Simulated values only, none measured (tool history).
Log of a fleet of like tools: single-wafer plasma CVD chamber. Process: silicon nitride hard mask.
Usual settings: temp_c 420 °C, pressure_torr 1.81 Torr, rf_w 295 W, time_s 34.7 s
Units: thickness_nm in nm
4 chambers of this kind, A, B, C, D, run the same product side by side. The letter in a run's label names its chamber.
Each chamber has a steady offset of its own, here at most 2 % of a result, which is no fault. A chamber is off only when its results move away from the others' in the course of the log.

run     day  temp_c  pressure_torr  rf_w  time_s  hours since the last thermocouple change  hours since the last RF generator calibration  hours since the last manometer calibration  read-back reference wafer on the same gauge, thickness_nm  thickness_nm
 1D   0.325     420           1.81   295    34.7                                    1520.6                                          392.5                                      1275.2                                                     35.081        40.681
 2B   0.733     420           1.81   295    34.7                                     125.4                                         1104.9                                       170.4                                                     35.099        40.698
 3A   1.042     420           1.81   295    34.7                                    1865.6                                           1391                                        52.7                                                     35.097        41.208
 4C   1.312     420           1.81   295    34.7                                    2200.7                                         1486.2                                        2140                                                     35.077        40.786
 5D   1.654     420           1.81   295    34.7                                    1552.5                                          424.4                                      1307.1                                                     35.106        40.773
 6B    1.85     420           1.81   295    34.7                                     152.2                                         1131.7                                       197.2                                                     35.116        40.619
 7C   2.142     420           1.81   295    34.7                                    2220.6                                         1506.1                                      2159.9                                                     35.104        40.851
 8A   2.467     420           1.81   295    34.7                                    1899.8                                         1425.2                                        86.9                                                      35.11         41.47
 9B   2.646     420           1.81   295    34.7                                     171.3                                         1150.8                                       216.3                                                     35.095        40.533
10C   3.054     420           1.81   295    34.7                                    2242.5                                           1528                                      2181.8                                                     35.092         40.86
11A   3.292     420           1.81   295    34.7                                    1919.6                                           1445                                       106.7                                                     35.115        41.273
12D   3.658     420           1.81   295    34.7                                    1600.6                                          472.5                                      1355.2                                                     35.098        40.615
13C   3.925     420           1.81   295    34.7                                    2263.4                                         1548.9                                      2202.7                                                     35.119        40.768
      4.058  -- chamber C: thermocouple changed; heater temperature recalibrated
14A   4.112     420           1.81   275    34.7                                    1939.3                                         1464.7                                       126.4                                                     35.119        39.369
15B   4.404     420           1.81   275    34.7                                     213.5                                           1193                                       258.5                                                     35.124        38.384
16D   4.675     420           1.81   275    34.7                                      1625                                          496.9                                      1379.6                                                     35.086        38.849
17C   5.058     420           1.81   275    34.7                                      24.1                                         1576.1                                      2229.9                                                     35.092         38.81
18D   5.279     420           1.81   295    34.7                                    1639.5                                          511.4                                      1394.1                                                     35.114        40.718
19B   5.688     420           1.81   295    34.7                                     244.3                                         1223.8                                       289.3                                                     35.093        40.377
20A   5.962     420           1.81   275    34.7                                    1983.7                                         1509.1                                       170.8                                                     35.085        39.307
21A     6.3     420           1.81   275    34.7                                    1991.8                                         1517.2                                       178.9                                                     35.105        39.365
22D   6.579     420           1.81   275    34.7                                    1670.7                                          542.6                                      1425.3                                                     35.103        38.899
23B   6.825     420           1.81   275    34.7                                     271.6                                         1251.1                                       316.6                                                     35.109        38.118
24C   7.142     420           1.81   295    34.7                                      74.1                                         1626.1                                      2279.9                                                      35.09        40.846
25D   7.375     420           2.12   295    34.7                                    1689.8                                          561.7                                      1444.4                                                     35.099        42.442
26C   7.571     420           2.12   295    34.7                                      84.4                                         1636.4                                      2290.2                                                     35.085        42.559
27B   7.954     420           2.12   295    34.7                                     298.7                                         1278.2                                       343.7                                                     35.106        41.785
28A   8.367     420           2.12   295    34.7                                    2041.4                                         1566.8                                       228.5                                                     35.092        43.118
29D   8.717     420           1.81   295    34.7                                      1722                                          593.9                                      1476.6                                                     35.074        40.638
30B   8.929     420           1.81   295    34.7                                     322.1                                         1301.6                                       367.1                                                     35.084        39.832
31C   9.154     420           1.81   295    34.7                                     122.4                                         1674.4                                      2328.2                                                     35.121        40.961
32A   9.504     420           1.81   295    34.7                                    2068.7                                         1594.1                                       255.8                                                     35.116        41.414
33C   9.733     420           1.81   295    34.7                                     136.3                                         1688.3                                      2342.1                                                     35.121         40.94
34D  10.058     420           1.81   295    34.7                                    1754.2                                          626.1                                      1508.8                                                     35.093        40.687
35A  10.438     420           1.81   295    34.7                                    2091.1                                         1616.5                                       278.2                                                     35.103        41.129
36B    10.8     420           1.81   295    34.7                                       367                                         1346.5                                         412                                                     35.109        39.712

What goes on in this fleet: one chamber off, a drifting gauge, or nothing beyond the chambers' own small offsets? Name the chamber and the cause, if any.

Chamber B drifts away from the others.
Cause: delivered RF power below the setpoint (%) = 3.5.
The log may not tell that from: true pressure below the setpoint (%).

Here are 4 candidates for chamber B's next run, each the usual settings with a change, their results left as question marks. Which one brings its results back in line with what the others give on the usual settings?
In line means no further than this from the other chambers' mean on the usual settings: thickness_nm 0.33 nm
37B-1  11.096     420           1.82   295    35.2                                                                                                                                                                                                             ?
37B-2  11.096     420           1.69   295    34.7                                                                                                                                                                                                             ?
37B-3  11.096     420           1.81   295    35.9                                                                                                                                                                                                             ?
37B-4  11.096     420           1.81   280    34.7                                                                                                                                                                                                             ?

The other chambers' mean on the usual settings: thickness_nm 40.958 nm
  run  thickness_nm
37B-1        40.263
37B-2        38.892
37B-3            41
37B-4        38.215
37B-3 brings the chamber back in line.
